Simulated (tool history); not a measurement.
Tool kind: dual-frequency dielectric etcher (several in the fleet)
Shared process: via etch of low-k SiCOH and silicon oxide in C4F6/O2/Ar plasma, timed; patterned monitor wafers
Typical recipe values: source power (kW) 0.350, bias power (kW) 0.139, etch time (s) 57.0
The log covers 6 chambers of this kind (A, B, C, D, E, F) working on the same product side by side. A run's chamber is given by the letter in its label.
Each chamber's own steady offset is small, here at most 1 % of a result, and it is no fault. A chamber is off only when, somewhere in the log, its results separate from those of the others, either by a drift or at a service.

run,day,source power (kW),bias power (kW),etch time (s),"read-back reference wafer on the same gauge, depth_nm",mean etch depth across the wafer (nm)
1C,0.458,0.350,0.139,57.0,144.01,139.68
2F,1.075,0.350,0.139,57.0,144.08,138.99
3D,1.517,0.350,0.139,57.0,144.05,138.88
4A,1.996,0.350,0.139,57.0,144.11,140.19
# day 2.008: chamber F: wet clean of the chamber
5E,2.308,0.350,0.139,57.0,144.07,139.09
6B,2.892,0.350,0.139,57.0,144.09,139.26
7A,3.238,0.350,0.139,57.0,144.11,139.96
8D,3.804,0.350,0.139,57.0,144.14,138.89
# day 4.108: chamber E: wet clean of the chamber
9C,4.204,0.350,0.139,57.0,144.17,139.85
10B,4.854,0.350,0.139,57.0,144.20,139.00
11F,5.225,0.350,0.139,57.0,144.25,139.25
12E,5.796,0.350,0.139,57.0,144.20,139.03
13B,6.233,0.350,0.139,57.0,144.26,139.29
# day 6.558: chamber B: source power generator calibrated
14D,6.600,0.350,0.139,57.0,144.23,139.21
# day 7.092: chamber B: wet clean of the chamber
15C,7.096,0.350,0.139,57.0,144.28,140.11
# day 7.258: chamber F: source power generator calibrated
16E,7.633,0.350,0.139,57.0,144.26,138.99
17A,8.192,0.350,0.139,57.0,144.29,140.49
18F,8.783,0.350,0.139,57.0,144.26,139.63
# day 9.067: chamber D: wet clean of the chamber
19C,9.350,0.350,0.139,57.0,144.37,140.28
20F,9.675,0.350,0.139,57.0,144.34,139.48
21E,10.167,0.350,0.139,57.0,144.39,139.22
22B,10.829,0.350,0.139,57.0,144.40,139.31
23A,11.208,0.350,0.139,57.0,144.37,140.32
24D,11.846,0.350,0.139,57.0,144.43,139.43
25A,12.350,0.350,0.139,57.0,144.43,140.70
26C,12.654,0.430,0.139,70.0,144.40,186.75
27B,13.258,0.430,0.139,70.0,144.51,186.05
28E,13.904,0.430,0.139,70.0,144.54,185.45
29D,14.575,0.430,0.139,70.0,144.53,185.94
30F,15.042,0.430,0.139,70.0,144.55,185.70
31F,15.517,0.430,0.139,70.0,144.52,186.52
32E,15.879,0.350,0.139,57.0,144.56,139.70
33C,16.529,0.350,0.139,57.0,144.62,140.27
34B,17.146,0.350,0.139,57.0,144.62,139.76
# day 17.646: chamber A: wet clean of the chamber
35A,17.683,0.350,0.139,50.5,144.64,124.58
36D,18.075,0.350,0.139,50.5,144.62,123.74
37E,18.533,0.350,0.139,50.5,144.65,123.66
38B,19.029,0.350,0.139,50.5,144.66,123.83
39C,19.521,0.350,0.139,50.5,144.74,124.08
40A,20.162,0.350,0.139,50.5,144.73,124.90
41D,20.633,0.350,0.139,57.0,144.75,139.61

Next, all 6 chambers run the settings below, one line each with question marks for the results. What does each chamber give?
42A,21.121,0.350,0.139,57.0,,?
42B,21.121,0.350,0.139,57.0,,?
42C,21.121,0.350,0.139,57.0,,?
42D,21.121,0.350,0.139,57.0,,?
42E,21.121,0.350,0.139,57.0,,?
42F,21.121,0.350,0.139,57.0,,?

run,mean etch depth across the wafer (nm)
42A,140.93
42B,140.04
42C,140.39
42D,139.68
42E,139.61
42F,139.68
